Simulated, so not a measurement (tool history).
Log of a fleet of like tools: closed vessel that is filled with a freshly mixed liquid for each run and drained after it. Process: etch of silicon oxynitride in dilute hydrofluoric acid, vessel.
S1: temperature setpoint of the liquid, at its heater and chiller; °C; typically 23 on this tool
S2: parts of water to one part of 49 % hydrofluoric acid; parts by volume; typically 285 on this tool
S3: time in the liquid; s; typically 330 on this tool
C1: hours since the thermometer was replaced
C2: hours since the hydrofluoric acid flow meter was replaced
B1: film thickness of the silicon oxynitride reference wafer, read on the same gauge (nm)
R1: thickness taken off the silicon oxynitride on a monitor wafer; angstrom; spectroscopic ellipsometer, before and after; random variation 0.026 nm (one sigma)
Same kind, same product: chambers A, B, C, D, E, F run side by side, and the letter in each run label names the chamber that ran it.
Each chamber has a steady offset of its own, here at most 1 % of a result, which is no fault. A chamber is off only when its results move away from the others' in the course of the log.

run   hour  S1   S2   S3      C1      C2      B1      R1
 1B    3.0  23  285  330   170.0  1787.1  89.972  45.432
       3.4  -- chamber D: hydrofluoric acid flow meter replaced
 2A    7.2  23  285  330   690.5  1199.5  90.003  46.640
 3D   11.3  23  285  330    19.9     8.0  90.013  46.452
 4E   17.6  23  285  330   942.4   214.0  89.986  46.214
 5F   24.0  23  285  330   830.1   715.4  89.993  45.391
 6C   26.9  23  285  330  1498.0   109.7  89.981  46.667
      28.4  -- chamber B: hydrofluoric acid flow meter replaced
 7A   30.0  23  345  330   713.3  1222.3  90.026  36.902
 8E   34.8  23  345  330   959.6   231.2  90.001  36.248
 9F   39.6  23  345  330   845.7   731.0  89.999  36.159
10D   46.1  23  345  330    54.7    42.8  89.995  37.195
11C   51.1  23  345  330  1522.2   133.9  89.995  36.790
12B   54.6  23  345  330   221.6    26.2  89.990  36.363
      55.3  -- chamber F: hydrofluoric acid flow meter replaced
13D   58.6  25  285  145    67.2    55.3  89.987  22.218
14A   64.1  25  285  145   747.4  1256.4  89.983  22.412
      68.8  -- chamber A: hydrofluoric acid flow meter replaced
15E   69.6  25  285  145   994.4   266.0  89.996  22.075
16B   75.3  25  285  145   242.3    46.9  90.016  21.851
17C   79.0  25  285  145  1550.1   161.8  89.991  22.235
18F   84.1  25  285  145   890.2    28.8  89.986  21.900
19E   90.8  23  285  330  1015.6   287.2  89.978  46.571
20B   95.2  23  285  330   262.2    66.8  90.002  45.725
21D   98.3  23  285  330   106.9    95.0  90.007  46.991
22F  102.0  23  285  330   908.1    46.7  89.993  46.042
23C  107.0  23  285  330  1578.1   189.8  90.029  46.698
24A  112.5  23  285  330   795.8    43.8  90.012  45.470
25C  118.1  23  285  330  1589.2   200.9  90.023  46.142
26D  122.0  23  285  330   130.6   118.7  90.006  46.681
27E  127.0  23  285  330  1051.8   323.4  90.019  46.206
28A  133.5  23  285  330   816.8    64.8  89.990  45.523
29B  140.0  23  285  330   307.0   111.6  90.018  45.704
30F  143.3  23  390  140   949.4    88.0  90.005  13.099
31F  147.9  23  390  140   954.0    92.6  89.980  13.253
32D  153.7  23  390  140   162.3   150.4  89.999  13.506
33A  157.6  23  390  140   840.9    88.9  90.005  13.167
34C  163.3  23  390  140  1634.4   246.1  90.019  13.568
35E  169.9  23  390  140  1094.7   366.3  90.009  13.593
36B  176.0  23  285  330   343.0   147.6  90.001  46.280
37D  181.5  23  285  330   190.1   178.2  90.010  46.783
38E  184.6  23  285  330  1109.4   381.0  90.024  46.283

Decide between three cases: one chamber stands off from its peers, the gauge reading all wafers drifts, or nothing is wrong past each chamber's small offset. Where a chamber is off, say which and what most likely put it there.

Little by little, chamber A moves away from the other chambers.
Cause: liquid colder than its thermometer reads (K) = 0.896.
With only this log, it may be confused with: hydrofluoric acid flow below the setpoint (%).

Which of the 4 candidates below, each the usual settings with something changed and its results left as question marks, puts chamber A back in line with what the other chambers give on the usual settings?
A result is in line if it is within this distance of the other chambers' mean on the usual settings: R1 0.910 angstrom
39A-1  189.4  23  305  330               ?
39A-2  189.4  23  280  335               ?
39A-3  189.4  23  285  355               ?
39A-4  189.4  23  295  330               ?

The mean the other chambers reach with the usual settings: R1 46.070 angstrom
  run      R1
39A-1  40.983
39A-2  45.995
39A-3  47.744
39A-4  42.623
39A-2 puts the chamber back in line with the other chambers.

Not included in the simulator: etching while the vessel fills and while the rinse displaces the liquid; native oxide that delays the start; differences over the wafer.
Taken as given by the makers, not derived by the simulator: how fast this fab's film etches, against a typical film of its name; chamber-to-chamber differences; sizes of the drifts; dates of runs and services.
